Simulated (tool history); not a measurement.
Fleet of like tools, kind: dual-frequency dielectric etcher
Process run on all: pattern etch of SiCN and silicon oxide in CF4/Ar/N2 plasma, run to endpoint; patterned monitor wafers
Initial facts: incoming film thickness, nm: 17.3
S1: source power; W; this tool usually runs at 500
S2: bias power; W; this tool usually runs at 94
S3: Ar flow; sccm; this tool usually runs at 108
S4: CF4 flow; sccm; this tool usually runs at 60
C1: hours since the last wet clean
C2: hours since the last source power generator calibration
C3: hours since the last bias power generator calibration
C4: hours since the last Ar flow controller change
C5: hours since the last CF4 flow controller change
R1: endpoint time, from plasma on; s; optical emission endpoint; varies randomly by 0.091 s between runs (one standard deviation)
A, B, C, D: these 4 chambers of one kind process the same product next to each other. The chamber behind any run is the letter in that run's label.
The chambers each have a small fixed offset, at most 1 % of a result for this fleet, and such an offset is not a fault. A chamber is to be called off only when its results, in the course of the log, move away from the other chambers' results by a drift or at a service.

{"run": "1D", "hour": 6.9, "S1": 500, "S2": 94, "S3": 108, "S4": 60, "C1": 262.9, "C2": 129.6, "C3": 1653.6, "C4": 724.5, "C5": 961.3, "R1": 17.215}
{"run": "2B", "hour": 12.6, "S1": 500, "S2": 94, "S3": 108, "S4": 60, "C1": 298.1, "C2": 455.3, "C3": 354.4, "C4": 3938.2, "C5": 1387.7, "R1": 17.074}
{"run": "3C", "hour": 19.0, "S1": 500, "S2": 94, "S3": 108, "S4": 60, "C1": 45.8, "C2": 881.4, "C3": 1635, "C4": 964.7, "C5": 1529.7, "R1": 17.515}
{"run": "4A", "hour": 22.4, "S1": 500, "S2": 94, "S3": 108, "S4": 60, "C1": 25.5, "C2": 2552.4, "C3": 2908.2, "C4": 1542.9, "C5": 286.3, "R1": 17.042}
{"run": "5C", "hour": 29.8, "S1": 500, "S2": 94, "S3": 108, "S4": 60, "C1": 56.6, "C2": 892.2, "C3": 1645.8, "C4": 975.5, "C5": 1540.5, "R1": 17.276}
{"run": "6A", "hour": 37.4, "S1": 500, "S2": 94, "S3": 108, "S4": 60, "C1": 40.5, "C2": 2567.4, "C3": 2923.2, "C4": 1557.9, "C5": 301.3, "R1": 17.168}
{"run": "7D", "hour": 42.7, "S1": 500, "S2": 94, "S3": 108, "S4": 60, "C1": 298.7, "C2": 165.4, "C3": 1689.4, "C4": 760.3, "C5": 997.1, "R1": 17.475}
{"run": "8B", "hour": 48.3, "S1": 500, "S2": 81, "S3": 108, "S4": 60, "C1": 333.8, "C2": 491, "C3": 390.1, "C4": 3973.9, "C5": 1423.4, "R1": 18.12}
{"run": "9B", "hour": 55.4, "S1": 500, "S2": 81, "S3": 108, "S4": 60, "C1": 340.9, "C2": 498.1, "C3": 397.2, "C4": 3981, "C5": 1430.5, "R1": 18.113}
{"run": "10A", "hour": 61.0, "S1": 500, "S2": 81, "S3": 108, "S4": 60, "C1": 64.1, "C2": 2591, "C3": 2946.8, "C4": 1581.5, "C5": 324.9, "R1": 18.075}
{"run": "11D", "hour": 64.8, "S1": 500, "S2": 81, "S3": 108, "S4": 60, "C1": 320.8, "C2": 187.5, "C3": 1711.5, "C4": 782.4, "C5": 1019.2, "R1": 18.082}
{"run": "12C", "hour": 70.9, "S1": 500, "S2": 94, "S3": 108, "S4": 60, "C1": 97.7, "C2": 933.3, "C3": 1686.9, "C4": 1016.6, "C5": 1581.6, "R1": 17.333}
{"run": "13C", "hour": 77.8, "S1": 500, "S2": 94, "S3": 108, "S4": 60, "C1": 104.6, "C2": 940.2, "C3": 1693.8, "C4": 1023.5, "C5": 1588.5, "R1": 17.271}
{"run": "14D", "hour": 82.0, "S1": 500, "S2": 94, "S3": 108, "S4": 60, "C1": 338, "C2": 204.7, "C3": 1728.7, "C4": 799.6, "C5": 1036.4, "R1": 17.481}
{"run": "15B", "hour": 86.1, "S1": 500, "S2": 94, "S3": 108, "S4": 60, "C1": 371.6, "C2": 528.8, "C3": 427.9, "C4": 4011.7, "C5": 1461.2, "R1": 17.075}
{"run": "16A", "hour": 92.3, "S1": 500, "S2": 94, "S3": 108, "S4": 60, "C1": 95.4, "C2": 2622.3, "C3": 2978.1, "C4": 1612.8, "C5": 356.2, "R1": 17.148}
{"run": "17A", "hour": 99.7, "S1": 500, "S2": 94, "S3": 108, "S4": 60, "C1": 102.8, "C2": 2629.7, "C3": 2985.5, "C4": 1620.2, "C5": 363.6, "R1": 16.983}
{"run": "18D", "hour": 107.1, "S1": 500, "S2": 94, "S3": 108, "S4": 60, "C1": 363.1, "C2": 229.8, "C3": 1753.8, "C4": 824.7, "C5": 1061.5, "R1": 17.778}
{"run": "19B", "hour": 110.6, "S1": 500, "S2": 94, "S3": 108, "S4": 60, "C1": 396.1, "C2": 553.3, "C3": 452.4, "C4": 4036.2, "C5": 1485.7, "R1": 17.183}
{"run": "20C", "hour": 117.5, "S1": 500, "S2": 94, "S3": 108, "S4": 60, "C1": 144.3, "C2": 979.9, "C3": 1733.5, "C4": 1063.2, "C5": 1628.2, "R1": 17.149}
{"run": "21B", "hour": 125.0, "S1": 500, "S2": 94, "S3": 108, "S4": 60, "C1": 410.5, "C2": 567.7, "C3": 466.8, "C4": 4050.6, "C5": 1500.1, "R1": 16.976}
{"run": "22D", "hour": 132.1, "S1": 500, "S2": 94, "S3": 108, "S4": 60, "C1": 388.1, "C2": 254.8, "C3": 1778.8, "C4": 849.7, "C5": 1086.5, "R1": 17.913}
{"run": "23C", "hour": 136.4, "S1": 500, "S2": 94, "S3": 108, "S4": 60, "C1": 163.2, "C2": 998.8, "C3": 1752.4, "C4": 1082.1, "C5": 1647.1, "R1": 17.317}
{"run": "24A", "hour": 142.8, "S1": 500, "S2": 113, "S3": 108, "S4": 60, "C1": 145.9, "C2": 2672.8, "C3": 3028.6, "C4": 1663.3, "C5": 406.7, "R1": 15.941}
{"run": "25A", "hour": 147.9, "S1": 500, "S2": 113, "S3": 108, "S4": 60, "C1": 151, "C2": 2677.9, "C3": 3033.7, "C4": 1668.4, "C5": 411.8, "R1": 15.798}
{"run": "26D", "hour": 154.5, "S1": 500, "S2": 113, "S3": 108, "S4": 60, "C1": 410.5, "C2": 277.2, "C3": 1801.2, "C4": 872.1, "C5": 1108.9, "R1": 16.81}
{"run": "27B", "hour": 159.6, "S1": 500, "S2": 113, "S3": 108, "S4": 60, "C1": 445.1, "C2": 602.3, "C3": 501.4, "C4": 4085.2, "C5": 1534.7, "R1": 16.139}
{"run": "28C", "hour": 163.6, "S1": 500, "S2": 94, "S3": 108, "S4": 60, "C1": 190.4, "C2": 1026, "C3": 1779.6, "C4": 1109.3, "C5": 1674.3, "R1": 17.215}
{"run": "29B", "hour": 168.8, "S1": 500, "S2": 94, "S3": 108, "S4": 60, "C1": 454.3, "C2": 611.5, "C3": 510.6, "C4": 4094.4, "C5": 1543.9, "R1": 17.156}
{"run": "30A", "hour": 175.1, "S1": 500, "S2": 94, "S3": 108, "S4": 60, "C1": 178.2, "C2": 2705.1, "C3": 3060.9, "C4": 1695.6, "C5": 439, "R1": 17.017}
{"run": "31D", "hour": 180.8, "S1": 500, "S2": 94, "S3": 108, "S4": 60, "C1": 436.8, "C2": 303.5, "C3": 1827.5, "C4": 898.4, "C5": 1135.2, "R1": 18.333}

All 4 chambers run these settings next. Forecast each chamber's results:
{"run": "32A", "hour": 186.4, "S1": 500, "S2": 94, "S3": 108, "S4": 60, "R1": "?"}
{"run": "32B", "hour": 186.4, "S1": 500, "S2": 94, "S3": 108, "S4": 60, "R1": "?"}
{"run": "32C", "hour": 186.4, "S1": 500, "S2": 94, "S3": 108, "S4": 60, "R1": "?"}
{"run": "32D", "hour": 186.4, "S1": 500, "S2": 94, "S3": 108, "S4": 60, "R1": "?"}

run=32A R1=17.221
run=32B R1=17.11
run=32C R1=17.314
run=32D R1=18.439
